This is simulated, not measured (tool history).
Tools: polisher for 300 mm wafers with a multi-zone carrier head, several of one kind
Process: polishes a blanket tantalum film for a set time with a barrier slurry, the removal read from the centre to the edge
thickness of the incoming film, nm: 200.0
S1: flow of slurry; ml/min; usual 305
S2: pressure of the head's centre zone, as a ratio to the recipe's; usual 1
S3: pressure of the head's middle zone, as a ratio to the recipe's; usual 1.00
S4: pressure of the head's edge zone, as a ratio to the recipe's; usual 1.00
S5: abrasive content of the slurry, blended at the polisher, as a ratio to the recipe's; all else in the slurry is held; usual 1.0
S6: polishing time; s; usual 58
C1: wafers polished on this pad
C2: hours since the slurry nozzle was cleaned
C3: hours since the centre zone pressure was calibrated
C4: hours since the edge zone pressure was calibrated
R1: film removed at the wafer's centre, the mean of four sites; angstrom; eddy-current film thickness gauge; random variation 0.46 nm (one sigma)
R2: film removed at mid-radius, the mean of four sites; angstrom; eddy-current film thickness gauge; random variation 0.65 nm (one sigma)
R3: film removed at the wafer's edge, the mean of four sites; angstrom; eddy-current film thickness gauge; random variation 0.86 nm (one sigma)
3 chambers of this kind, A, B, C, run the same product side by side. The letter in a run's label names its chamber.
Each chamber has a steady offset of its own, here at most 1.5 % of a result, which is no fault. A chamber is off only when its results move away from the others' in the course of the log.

run 1A day=0.538 | S1=305 S2=1 S3=1.00 S4=1.00 S5=1.0 S6=58 | C1=691 C2=198.0 C3=275.2 C4=52.6 | R1=598.81 R2=602.92 R3=609.86
run 2C day=1.067 | S1=305 S2=1 S3=1.00 S4=1.00 S5=1.0 S6=58 | C1=605 C2=521.0 C3=1063.7 C4=374.1 | R1=612.51 R2=613.31 R3=610.63
run 3B day=1.333 | S1=305 S2=1 S3=1.00 S4=1.00 S5=1.0 S6=58 | C1=664 C2=195.6 C3=67.6 C4=448.7 | R1=605.95 R2=606.78 R3=603.61
run 4C day=1.883 | S1=305 S2=1 S3=1.00 S4=1.00 S5=1.0 S6=58 | C1=826 C2=540.6 C3=1083.3 C4=393.7 | R1=613.64 R2=590.65 R3=613.35
run 5A day=2.183 | S1=305 S2=1 S3=1.00 S4=1.00 S5=1.0 S6=58 | C1=1138 C2=237.5 C3=314.7 C4=92.1 | R1=609.80 R2=612.59 R3=608.55
-- day=2.342 chamber B: worn pad replaced by a new one
run 6B day=2.579 | S1=305 S2=1 S3=1.00 S4=1.00 S5=1.0 S6=58 | C1=65 C2=225.5 C3=97.5 C4=478.6 | R1=611.28 R2=613.27 R3=614.16
run 7A day=2.854 | S1=305 S2=1 S3=1.00 S4=1.00 S5=1.0 S6=58 | C1=1320 C2=253.6 C3=330.8 C4=108.2 | R1=594.60 R2=603.25 R3=601.76
-- day=3.021 chamber A: worn pad replaced by a new one
run 8C day=3.146 | S1=305 S2=1 S3=1.00 S4=1.00 S5=1.0 S6=58 | C1=1169 C2=570.9 C3=1113.6 C4=424.0 | R1=616.53 R2=615.93 R3=613.27
run 9B day=3.662 | S1=305 S2=1 S3=1.00 S4=1.00 S5=1.0 S6=58 | C1=359 C2=251.5 C3=123.5 C4=504.6 | R1=612.34 R2=606.49 R3=614.73
run 10C day=4.029 | S1=305 S2=1 S3=1.00 S4=1.00 S5=1.0 S6=58 | C1=1409 C2=592.1 C3=1134.8 C4=445.2 | R1=611.93 R2=605.93 R3=607.69
run 11B day=4.454 | S1=305 S2=1 S3=1.00 S4=1.00 S5=1.0 S6=58 | C1=574 C2=270.5 C3=142.5 C4=523.6 | R1=600.37 R2=600.85 R3=598.40
run 12A day=4.721 | S1=305 S2=1 S3=1.00 S4=1.00 S5=1.0 S6=58 | C1=461 C2=298.4 C3=375.6 C4=153.0 | R1=597.14 R2=612.79 R3=615.41
run 13A day=5.142 | S1=305 S2=1 S3=1.00 S4=1.00 S5=1.0 S6=58 | C1=576 C2=308.5 C3=385.7 C4=163.1 | R1=594.47 R2=602.51 R3=610.18
-- day=5.508 chamber B: worn pad replaced by a new one
run 14C day=5.625 | S1=305 S2=1 S3=1.00 S4=1.00 S5=1.0 S6=58 | C1=1843 C2=630.4 C3=1173.1 C4=483.5 | R1=595.62 R2=600.77 R3=590.76
-- day=6.008 chamber A: slurry nozzle cleaned
run 15B day=6.088 | S1=305 S2=1 S3=1.00 S4=1.00 S5=1.0 S6=58 | C1=158 C2=309.7 C3=181.7 C4=562.8 | R1=602.73 R2=600.99 R3=615.38
run 16A day=6.496 | S1=305 S2=1 S3=1.00 S4=1.00 S5=1.0 S6=58 | C1=943 C2=11.7 C3=418.2 C4=195.6 | R1=600.42 R2=610.26 R3=599.00
run 17B day=6.758 | S1=305 S2=1 S3=1.06 S4=1.00 S5=1.0 S6=58 | C1=340 C2=325.8 C3=197.8 C4=578.9 | R1=611.49 R2=647.03 R3=617.20
-- day=7.112 chamber C: centre zone pressure recalibrated
run 18C day=7.146 | S1=305 S2=1 S3=1.06 S4=1.00 S5=1.0 S6=58 | C1=2256 C2=666.9 C3=0.8 C4=520.0 | R1=589.72 R2=625.57 R3=590.03
-- day=7.612 chamber B: edge zone pressure recalibrated
run 19B day=7.662 | S1=305 S2=1 S3=1.06 S4=1.00 S5=1.0 S6=58 | C1=585 C2=347.5 C3=219.5 C4=1.3 | R1=619.35 R2=641.57 R3=616.21
run 20C day=7.946 | S1=305 S2=1 S3=1.00 S4=1.00 S5=1.0 S6=58 | C1=2473 C2=686.1 C3=20.0 C4=539.2 | R1=582.30 R2=576.44 R3=590.85
-- day=8.212 chamber A: worn pad replaced by a new one
run 21A day=8.392 | S1=305 S2=1 S3=0.96 S4=1.00 S5=1.2 S6=58 | C1=49 C2=57.2 C3=463.7 C4=241.1 | R1=620.23 R2=606.48 R3=641.14
-- day=8.429 chamber B: worn pad replaced by a new one
run 22C day=8.862 | S1=305 S2=1 S3=0.96 S4=1.00 S5=1.2 S6=58 | C1=2722 C2=708.1 C3=42.0 C4=561.2 | R1=608.27 R2=576.36 R3=600.72
run 23A day=9.212 | S1=305 S2=1 S3=0.96 S4=1.00 S5=1.2 S6=58 | C1=272 C2=76.9 C3=483.4 C4=260.8 | R1=634.38 R2=624.30 R3=644.93
run 24B day=9.562 | S1=305 S2=1 S3=1.00 S4=1.00 S5=1.0 S6=58 | C1=308 C2=393.1 C3=265.1 C4=46.9 | R1=617.84 R2=602.97 R3=610.19
run 25B day=10.100 | S1=305 S2=1 S3=1.00 S4=1.00 S5=1.0 S6=58 | C1=454 C2=406.0 C3=278.0 C4=59.8 | R1=611.69 R2=604.07 R3=612.24
run 26A day=10.400 | S1=305 S2=1 S3=1.00 S4=1.00 S5=1.0 S6=58 | C1=595 C2=105.4 C3=511.9 C4=289.3 | R1=597.41 R2=593.36 R3=609.56
run 27C day=10.817 | S1=305 S2=1 S3=1.00 S4=1.00 S5=1.0 S6=58 | C1=3253 C2=755.0 C3=88.9 C4=608.1 | R1=567.14 R2=571.69 R3=565.61
-- day=11.138 chamber B: worn pad replaced by a new one
run 28A day=11.154 | S1=305 S2=1 S3=1.00 S4=1.00 S5=1.0 S6=58 | C1=799 C2=123.5 C3=530.0 C4=307.4 | R1=602.93 R2=594.42 R3=601.49
run 29C day=11.696 | S1=305 S2=1 S3=1.00 S4=0.89 S5=1.0 S6=58 | C1=3491 C2=776.1 C3=110.0 C4=629.2 | R1=559.38 R2=562.67 R3=530.13
run 30B day=11.983 | S1=305 S2=1 S3=1.00 S4=0.89 S5=1.0 S6=58 | C1=230 C2=451.2 C3=323.2 C4=105.0 | R1=619.81 R2=623.97 R3=581.64

Is one chamber off against the others, does the gauge drift, or is nothing wrong? If a chamber is off, say which, and what the likeliest cause is.

Chamber C drifts away from the others.
Cause: removal rate lost through wear of the pad, % = 8.46.

Here are 4 candidates for chamber C's next run, each the usual settings with a change, their results left as question marks. Which one brings its results back in line with what the others give on the usual settings?
In line means no further than this from the other chambers' mean on the usual settings: R1 16.00 angstrom; R2 23.00 angstrom; R3 30.00 angstrom
run 31C-1 day=12.383 | S1=305 S2=1 S3=1.00 S4=1.00 S5=1.0 S6=60 | R1=? R2=? R3=?
run 31C-2 day=12.383 | S1=305 S2=1 S3=1.00 S4=1.00 S5=1.0 S6=56 | R1=? R2=? R3=?
run 31C-3 day=12.383 | S1=305 S2=1 S3=1.00 S4=1.00 S5=1.0 S6=63 | R1=? R2=? R3=?
run 31C-4 day=12.383 | S1=305 S2=1 S3=1.00 S4=1.00 S5=1.0 S6=53 | R1=? R2=? R3=?

The other chambers' mean on the usual settings: R1 604.37 angstrom; R2 607.08 angstrom; R3 607.70 angstrom
run=31C-1 R1=576.40 R2=575.79 R3=574.52
run=31C-2 R1=537.98 R2=537.40 R3=536.21
run=31C-3 R1=605.22 R2=604.58 R3=603.24
run=31C-4 R1=509.16 R2=508.61 R3=507.49
31C-3 brings the chamber back in line.

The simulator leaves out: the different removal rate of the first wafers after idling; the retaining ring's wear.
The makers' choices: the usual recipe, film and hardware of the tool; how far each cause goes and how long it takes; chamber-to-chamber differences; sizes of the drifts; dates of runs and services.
